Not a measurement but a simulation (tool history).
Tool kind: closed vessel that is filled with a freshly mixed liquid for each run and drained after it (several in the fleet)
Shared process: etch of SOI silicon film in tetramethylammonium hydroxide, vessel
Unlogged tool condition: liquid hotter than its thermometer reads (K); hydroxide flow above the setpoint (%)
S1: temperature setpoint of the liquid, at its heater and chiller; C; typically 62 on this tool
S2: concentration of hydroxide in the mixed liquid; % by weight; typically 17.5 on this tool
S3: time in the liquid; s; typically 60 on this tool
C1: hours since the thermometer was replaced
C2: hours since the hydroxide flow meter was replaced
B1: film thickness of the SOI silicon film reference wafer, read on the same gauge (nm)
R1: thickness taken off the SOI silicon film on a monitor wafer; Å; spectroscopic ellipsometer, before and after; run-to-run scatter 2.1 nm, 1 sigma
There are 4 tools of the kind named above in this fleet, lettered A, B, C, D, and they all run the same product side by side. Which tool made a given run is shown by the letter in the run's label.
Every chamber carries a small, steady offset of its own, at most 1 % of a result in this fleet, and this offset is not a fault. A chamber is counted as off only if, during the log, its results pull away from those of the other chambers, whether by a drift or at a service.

run 1B hour=4.1 | S1=62 S2=17.5 S3=60 | C1=428 C2=615.9 | B1=119.98 | R1=2149.1
run 2D hour=8.3 | S1=62 S2=17.5 S3=60 | C1=171.9 C2=278.9 | B1=120.03 | R1=2145.4
run 3A hour=14.1 | S1=62 S2=17.5 S3=60 | C1=318.8 C2=1511.4 | B1=120 | R1=2141.2
run 4C hour=21.5 | S1=62 S2=17.5 S3=60 | C1=1417.5 C2=1360.7 | B1=120.05 | R1=2191.4
run 5D hour=28 | S1=62 S2=17.5 S3=60 | C1=191.6 C2=298.6 | B1=120 | R1=2181.4
run 6A hour=33.8 | S1=62 S2=17.5 S3=60 | C1=338.5 C2=1531.1 | B1=119.98 | R1=2175.6
run 7C hour=39.7 | S1=62 S2=17.5 S3=60 | C1=1435.7 C2=1378.9 | B1=120.01 | R1=2184.2
run 8B hour=44.1 | S1=62 S2=17.5 S3=60 | C1=468 C2=655.9 | B1=120.02 | R1=2141.3
run 9B hour=48.2 | S1=62 S2=17.5 S3=60 | C1=472.1 C2=660 | B1=119.99 | R1=2192.8
run 10C hour=51.7 | S1=62 S2=17.5 S3=60 | C1=1447.7 C2=1390.9 | B1=120.01 | R1=2186.3
run 11A hour=58.2 | S1=62 S2=17.5 S3=60 | C1=362.9 C2=1555.5 | B1=119.99 | R1=2183.4
run 12D hour=62.6 | S1=65 S2=17.5 S3=35 | C1=226.2 C2=333.2 | B1=120.03 | R1=1584.3
run 13D hour=66.3 | S1=65 S2=17.5 S3=35 | C1=229.9 C2=336.9 | B1=119.95 | R1=1569.6
run 14B hour=69.6 | S1=65 S2=17.5 S3=35 | C1=493.5 C2=681.4 | B1=120.03 | R1=1526.5
run 15C hour=75.5 | S1=65 S2=17.5 S3=35 | C1=1471.5 C2=1414.7 | B1=119.97 | R1=1521.8
run 16A hour=79.3 | S1=62 S2=17.5 S3=60 | C1=384 C2=1576.6 | B1=120 | R1=2148.7
run 17B hour=83.6 | S1=62 S2=17.5 S3=60 | C1=507.5 C2=695.4 | B1=120.02 | R1=2162.1
run 18D hour=88.4 | S1=62 S2=17.5 S3=30 | C1=252 C2=359 | B1=120 | R1=1130.9
run 19C hour=95 | S1=62 S2=17.5 S3=30 | C1=1491 C2=1434.2 | B1=119.98 | R1=1061.2
run 20A hour=98.8 | S1=62 S2=17.5 S3=30 | C1=403.5 C2=1596.1 | B1=120.05 | R1=1101.7
run 21C hour=103.2 | S1=62 S2=17.5 S3=30 | C1=1499.2 C2=1442.4 | B1=120.02 | R1=1083.9
run 22A hour=107.1 | S1=62 S2=17.5 S3=60 | C1=411.8 C2=1604.4 | B1=120.02 | R1=2161.2
run 23D hour=111 | S1=62 S2=19 S3=60 | C1=274.6 C2=381.6 | B1=120 | R1=2240.4
run 24B hour=118 | S1=62 S2=19 S3=60 | C1=541.9 C2=729.8 | B1=119.99 | R1=2072.9
run 25C hour=123.5 | S1=62 S2=19 S3=60 | C1=1519.5 C2=1462.7 | B1=119.95 | R1=2097
run 26B hour=128.5 | S1=62 S2=19 S3=60 | C1=552.4 C2=740.3 | B1=120.03 | R1=2090.8
run 27D hour=135.2 | S1=62 S2=17.5 S3=60 | C1=298.8 C2=405.8 | B1=119.99 | R1=2350.1
run 28A hour=140.6 | S1=69.5 S2=17.5 S3=90 | C1=445.3 C2=1637.9 | B1=120 | R1=5007.1
run 29A hour=148 | S1=69.5 S2=17.5 S3=90 | C1=452.7 C2=1645.3 | B1=119.99 | R1=5128.5
run 30D hour=152.7 | S1=69.5 S2=17.5 S3=90 | C1=316.3 C2=423.3 | B1=120 | R1=5621.7
run 31B hour=158.7 | S1=69.5 S2=17.5 S3=90 | C1=582.6 C2=770.5 | B1=120.01 | R1=5141.7
run 32C hour=163.3 | S1=62 S2=17.5 S3=60 | C1=1559.3 C2=1502.5 | B1=120.01 | R1=2166.8
run 33D hour=170.5 | S1=64.5 S2=15 S3=60 | C1=334.1 C2=441.1 | B1=119.99 | R1=3008.8

Next, all 4 chambers run the settings below, one line each with question marks for the results. What does each chamber give?
run 34A hour=175.9 | S1=62 S2=17.5 S3=80 | R1=?
run 34B hour=175.9 | S1=62 S2=17.5 S3=80 | R1=?
run 34C hour=175.9 | S1=62 S2=17.5 S3=80 | R1=?
run 34D hour=175.9 | S1=62 S2=17.5 S3=80 | R1=?

run=34A R1=2902.5
run=34B R1=2852.2
run=34C R1=2867.6
run=34D R1=3276.2
